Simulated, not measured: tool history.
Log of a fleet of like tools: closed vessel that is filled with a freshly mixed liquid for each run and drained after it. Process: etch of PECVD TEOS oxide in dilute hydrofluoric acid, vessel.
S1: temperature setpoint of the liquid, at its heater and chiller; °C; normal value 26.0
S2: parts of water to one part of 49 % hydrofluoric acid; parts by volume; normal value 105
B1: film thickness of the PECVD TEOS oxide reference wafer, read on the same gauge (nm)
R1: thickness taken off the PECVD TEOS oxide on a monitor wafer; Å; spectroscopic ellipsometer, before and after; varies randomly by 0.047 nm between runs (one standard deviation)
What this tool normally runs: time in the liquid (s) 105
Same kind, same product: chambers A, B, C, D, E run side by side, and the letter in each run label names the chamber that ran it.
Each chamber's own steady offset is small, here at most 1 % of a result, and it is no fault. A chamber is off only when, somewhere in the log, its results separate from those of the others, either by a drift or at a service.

run 1B hour=2.8 | S1=26.0 S2=105 time_in_the_liquid_(s)=105 | B1=139.98 | R1=131.750
run 2D hour=5.6 | S1=26.0 S2=105 time_in_the_liquid_(s)=105 | B1=139.99 | R1=133.130
run 3C hour=8.6 | S1=26.0 S2=105 time_in_the_liquid_(s)=105 | B1=140.00 | R1=131.060
run 4E hour=12.1 | S1=26.0 S2=105 time_in_the_liquid_(s)=105 | B1=139.96 | R1=133.200
run 5A hour=15.1 | S1=31.0 S2=65 time_in_the_liquid_(s)=105 | B1=140.01 | R1=276.160
run 6B hour=18.0 | S1=31.0 S2=65 time_in_the_liquid_(s)=105 | B1=140.00 | R1=275.680
run 7C hour=22.9 | S1=31.0 S2=65 time_in_the_liquid_(s)=105 | B1=139.98 | R1=272.660
run 8D hour=27.1 | S1=31.0 S2=65 time_in_the_liquid_(s)=105 | B1=139.97 | R1=277.300
run 9E hour=31.1 | S1=31.0 S2=65 time_in_the_liquid_(s)=105 | B1=140.01 | R1=272.790
run 10A hour=34.1 | S1=23.5 S2=105 time_in_the_liquid_(s)=105 | B1=139.99 | R1=120.590
run 11B hour=38.1 | S1=23.5 S2=105 time_in_the_liquid_(s)=105 | B1=139.98 | R1=119.360
run 12C hour=43.2 | S1=23.5 S2=105 time_in_the_liquid_(s)=105 | B1=140.01 | R1=118.780
run 13E hour=47.2 | S1=23.5 S2=105 time_in_the_liquid_(s)=105 | B1=139.97 | R1=119.230
-- hour=48.7 chamber C: thermometer replaced
run 14D hour=50.3 | S1=23.5 S2=105 time_in_the_liquid_(s)=105 | B1=140.03 | R1=120.870
run 15A hour=53.4 | S1=26.0 S2=105 time_in_the_liquid_(s)=105 | B1=140.01 | R1=133.850
run 16C hour=57.2 | S1=26.0 S2=105 time_in_the_liquid_(s)=105 | B1=140.04 | R1=132.200
run 17B hour=62.1 | S1=26.0 S2=105 time_in_the_liquid_(s)=105 | B1=139.97 | R1=131.720
run 18D hour=64.5 | S1=26.0 S2=105 time_in_the_liquid_(s)=105 | B1=139.97 | R1=134.670
run 19A hour=67.2 | S1=26.0 S2=105 time_in_the_liquid_(s)=105 | B1=140.01 | R1=132.600
run 20E hour=70.4 | S1=26.0 S2=105 time_in_the_liquid_(s)=105 | B1=140.01 | R1=130.850
run 21B hour=72.7 | S1=26.0 S2=105 time_in_the_liquid_(s)=105 | B1=139.99 | R1=132.340
run 22C hour=77.2 | S1=26.0 S2=105 time_in_the_liquid_(s)=105 | B1=140.02 | R1=131.990
run 23E hour=79.9 | S1=26.0 S2=105 time_in_the_liquid_(s)=105 | B1=139.98 | R1=129.500
run 24A hour=82.7 | S1=26.0 S2=105 time_in_the_liquid_(s)=105 | B1=140.04 | R1=132.470
run 25D hour=85.1 | S1=26.0 S2=105 time_in_the_liquid_(s)=105 | B1=139.95 | R1=133.210
run 26A hour=88.2 | S1=26.0 S2=105 time_in_the_liquid_(s)=105 | B1=140.01 | R1=133.040
run 27C hour=90.6 | S1=26.0 S2=140 time_in_the_liquid_(s)=105 | B1=139.99 | R1=94.558
run 28D hour=94.0 | S1=26.0 S2=140 time_in_the_liquid_(s)=105 | B1=140.03 | R1=95.446
run 29B hour=98.4 | S1=26.0 S2=140 time_in_the_liquid_(s)=105 | B1=140.03 | R1=94.327
run 30E hour=102.7 | S1=26.0 S2=140 time_in_the_liquid_(s)=105 | B1=139.98 | R1=92.944
run 31E hour=106.1 | S1=26.0 S2=140 time_in_the_liquid_(s)=105 | B1=140.00 | R1=92.678
run 32B hour=111.1 | S1=26.0 S2=105 time_in_the_liquid_(s)=105 | B1=140.00 | R1=131.370
run 33C hour=115.2 | S1=29.0 S2=130 time_in_the_liquid_(s)=105 | B1=139.99 | R1=115.800
run 34A hour=119.6 | S1=29.0 S2=130 time_in_the_liquid_(s)=105 | B1=140.01 | R1=117.390
run 35D hour=122.2 | S1=29.0 S2=130 time_in_the_liquid_(s)=105 | B1=139.98 | R1=116.300
run 36B hour=124.5 | S1=29.0 S2=130 time_in_the_liquid_(s)=105 | B1=140.00 | R1=115.610
run 37C hour=128.7 | S1=29.0 S2=130 time_in_the_liquid_(s)=105 | B1=139.99 | R1=115.570
run 38D hour=132.2 | S1=26.0 S2=105 time_in_the_liquid_(s)=105 | B1=140.02 | R1=133.910
run 39A hour=134.9 | S1=26.0 S2=105 time_in_the_liquid_(s)=105 | B1=139.95 | R1=132.830
run 40E hour=138.5 | S1=26.0 S2=105 time_in_the_liquid_(s)=105 | B1=140.02 | R1=126.410
run 41E hour=142.5 | S1=26.0 S2=55 time_in_the_liquid_(s)=130 | B1=139.97 | R1=316.540
run 42D hour=146.2 | S1=26.0 S2=55 time_in_the_liquid_(s)=130 | B1=140.00 | R1=340.600

Which is it: a chamber that has drifted or been left off by a service, a gauge drift common to all chambers, or only each chamber's usual small offset? If a chamber is off, name it and its likeliest cause.

It is chamber E that slowly wanders off from its peers.
Likeliest cause: hydrofluoric acid flow below the setpoint (%) = 4.15.
It could be hard to tell apart here from: liquid colder than its thermometer reads (K).

Here are 4 candidates for chamber E's next run, each the usual settings with a change, their results left as question marks. Which one brings its results back in line with what the others give on the usual settings?
Maximum distance from the other chambers' mean on the usual settings for a result to count as in line: R1 1.600 Å
run 43E-1 hour=149.9 | S1=25.5 S2=105 time_in_the_liquid_(s)=105 | R1=?
run 43E-2 hour=149.9 | S1=26.0 S2=105 time_in_the_liquid_(s)=110 | R1=?
run 43E-3 hour=149.9 | S1=26.5 S2=105 time_in_the_liquid_(s)=105 | R1=?
run 43E-4 hour=149.9 | S1=26.0 S2=105 time_in_the_liquid_(s)=100 | R1=?

On the usual settings, the other chambers give on average: R1 132.600 Å
run=43E-1 R1=124.030
run=43E-2 R1=132.480
run=43E-3 R1=128.910
run=43E-4 R1=120.430
43E-2 brings the chamber back in line.
